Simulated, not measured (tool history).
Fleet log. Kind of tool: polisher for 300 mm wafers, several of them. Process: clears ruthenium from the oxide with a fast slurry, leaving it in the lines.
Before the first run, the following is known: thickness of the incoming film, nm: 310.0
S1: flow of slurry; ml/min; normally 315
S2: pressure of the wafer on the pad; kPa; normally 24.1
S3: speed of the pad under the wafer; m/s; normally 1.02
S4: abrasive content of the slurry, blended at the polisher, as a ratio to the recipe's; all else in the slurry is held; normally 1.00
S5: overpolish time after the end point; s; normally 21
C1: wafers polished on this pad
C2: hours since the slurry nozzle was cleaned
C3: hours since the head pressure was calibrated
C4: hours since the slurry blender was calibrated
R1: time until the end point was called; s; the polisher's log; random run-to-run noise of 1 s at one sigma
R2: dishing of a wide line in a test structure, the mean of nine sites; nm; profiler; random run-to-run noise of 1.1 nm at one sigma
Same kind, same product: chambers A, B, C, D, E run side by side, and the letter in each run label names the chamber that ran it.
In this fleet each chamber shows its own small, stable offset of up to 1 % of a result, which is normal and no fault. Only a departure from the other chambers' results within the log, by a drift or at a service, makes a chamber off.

run	hour	S1	S2	S3	S4	S5	C1	C2	C3	C4	R1	R2
1A	8.4	315	24.1	1.02	1.00	21	885	261.7	78.8	308.8	61.463	73.943
# hour 13.9: chamber E: slurry blender recalibrated
# hour 17.0: chamber B: worn pad replaced by a new one
2E	19.0	315	24.1	1.02	1.00	21	1265	478.1	116.6	5.1	59.896	78.412
# hour 21.9: chamber E: worn pad replaced by a new one
3C	26.4	315	24.1	1.02	1.00	21	684	546.1	601.3	328.4	58.733	78.029
4D	31.3	315	24.1	1.02	1.00	21	556	276.9	1248.0	46.1	59.600	78.577
# hour 34.3: chamber A: slurry nozzle cleaned
5B	36.8	315	24.1	1.02	1.00	32	280	323.9	747.3	294.5	60.157	105.050
# hour 37.4: chamber E: slurry nozzle cleaned
# hour 40.7: chamber C: worn pad replaced by a new one
6E	44.4	315	24.1	1.02	1.00	32	318	7.1	142.0	30.5	59.913	104.330
# hour 45.7: chamber A: worn pad replaced by a new one
# hour 49.3: chamber D: slurry nozzle cleaned
7C	53.8	315	24.1	1.02	1.00	32	186	573.5	628.7	355.8	60.972	104.210
# hour 59.0: chamber D: head pressure recalibrated
8B	62.2	315	24.1	1.02	1.00	32	638	349.3	772.7	319.9	60.028	104.650
9A	69.0	315	24.1	1.02	1.00	32	329	34.8	139.4	369.4	61.704	104.760
# hour 71.7: chamber D: worn pad replaced by a new one
10D	76.2	315	24.1	1.02	1.00	21	64	27.0	17.3	91.0	62.873	77.247
# hour 80.3: chamber C: slurry blender recalibrated
# hour 81.4: chamber A: slurry blender recalibrated
11D	82.3	315	24.1	1.02	1.00	21	150	33.1	23.4	97.1	61.731	78.036
# hour 85.9: chamber B: worn pad replaced by a new one
12B	90.7	315	24.1	1.02	1.30	16	68	377.8	801.2	348.4	53.125	68.060
13A	99.8	315	24.1	1.02	1.30	16	764	65.6	170.2	18.4	54.458	67.517
# hour 107.1: chamber C: worn pad replaced by a new one
14E	108.7	315	24.1	1.02	1.30	16	1225	71.4	206.3	94.8	54.620	66.610
# hour 112.3: chamber B: slurry blender recalibrated
# hour 115.8: chamber E: worn pad replaced by a new one
15C	118.1	315	24.1	1.02	1.30	16	155	637.8	693.0	37.8	54.340	65.903
16A	124.3	315	24.1	1.02	1.30	16	1110	90.1	194.7	42.9	54.823	66.595
17D	130.7	315	24.1	1.02	1.00	21	833	81.5	71.8	145.5	62.706	75.774
18C	140.6	415	24.1	1.02	1.30	21	472	660.3	715.5	60.3	52.925	83.656
# hour 144.0: chamber D: worn pad replaced by a new one
# hour 150.2: chamber B: worn pad replaced by a new one
19B	150.3	415	24.1	1.02	1.30	21	1	437.4	860.8	38.1	53.015	86.596
# hour 153.6: chamber A: worn pad replaced by a new one
20E	160.2	415	24.1	1.02	1.30	21	626	122.9	257.8	146.3	54.263	84.749
# hour 166.8: chamber C: worn pad replaced by a new one
21D	167.0	415	24.1	1.02	1.30	21	325	117.8	108.1	181.8	53.646	83.688
22A	172.9	415	24.1	1.02	1.30	21	272	138.7	243.3	91.5	53.525	80.975
23C	181.2	315	24.1	1.02	1.00	21	203	700.9	756.1	100.9	62.889	74.249
# hour 185.2: chamber C: slurry nozzle cleaned
24E	191.0	315	24.1	1.02	1.00	21	1061	153.7	288.6	177.1	60.027	76.997
25B	198.0	315	24.1	1.02	1.00	21	674	485.1	908.5	85.8	59.836	78.235
# hour 201.9: chamber E: worn pad replaced by a new one
# hour 205.8: chamber B: worn pad replaced by a new one
26D	206.2	315	24.1	1.02	1.00	21	878	157.0	147.3	221.0	62.110	75.253
# hour 209.6: chamber B: head pressure recalibrated
27C	215.4	315	24.1	1.02	1.00	21	686	30.3	790.3	135.1	60.962	75.973
28A	224.3	420	24.1	1.02	1.10	21	998	190.1	294.7	142.9	60.614	75.504
# hour 226.3: chamber E: slurry blender recalibrated
# hour 229.3: chamber D: worn pad replaced by a new one
29E	231.9	420	24.1	1.02	1.10	21	423	194.6	329.5	5.7	56.448	80.561
# hour 238.2: chamber C: worn pad replaced by a new one
30B	240.1	420	24.1	1.02	1.10	21	485	527.2	30.5	127.9	57.978	82.312
# hour 245.1: chamber A: worn pad replaced by a new one
31E	246.8	420	24.1	1.02	1.10	21	634	209.5	344.4	20.6	56.927	81.672
32C	253.9	420	24.1	1.02	1.10	21	222	68.8	828.8	173.6	58.151	77.835
33D	262.0	315	24.1	1.02	1.00	21	462	212.8	203.1	276.8	62.188	75.908
34A	267.9	315	24.1	1.02	1.25	25	322	233.7	338.3	186.5	58.920	85.062
# hour 268.4: chamber B: worn pad replaced by a new one
# hour 273.3: chamber D: slurry blender recalibrated
35B	275.2	315	24.1	1.02	1.25	25	96	562.3	65.6	163.0	56.781	94.025
# hour 281.4: chamber E: worn pad replaced by a new one
36B	283.0	315	24.1	1.02	1.25	25	206	570.1	73.4	170.8	54.292	96.039
37C	290.0	315	24.1	1.02	1.25	25	731	104.9	864.9	209.7	56.564	94.516
38A	297.6	315	24.1	1.02	1.25	25	741	263.4	368.0	216.2	60.897	85.573
# hour 299.3: chamber D: worn pad replaced by a new one
39E	307.2	315	24.1	1.02	1.00	21	364	269.9	404.8	81.0	60.781	78.044
40D	316.7	315	19.3	1.34	1.00	21	245	267.5	257.8	43.5	57.304	79.494

All 5 chambers run these settings next. Forecast each chamber's results:
41A	324.4	315	24.1	1.02	1.00	21					?	?
41B	324.4	315	24.1	1.02	1.00	21					?	?
41C	324.4	315	24.1	1.02	1.00	21					?	?
41D	324.4	315	24.1	1.02	1.00	21					?	?
41E	324.4	315	24.1	1.02	1.00	21					?	?

run	R1	R2
41A	66.487	68.221
41B	59.249	76.811
41C	61.035	77.105
41D	60.435	77.158
41E	62.942	75.119

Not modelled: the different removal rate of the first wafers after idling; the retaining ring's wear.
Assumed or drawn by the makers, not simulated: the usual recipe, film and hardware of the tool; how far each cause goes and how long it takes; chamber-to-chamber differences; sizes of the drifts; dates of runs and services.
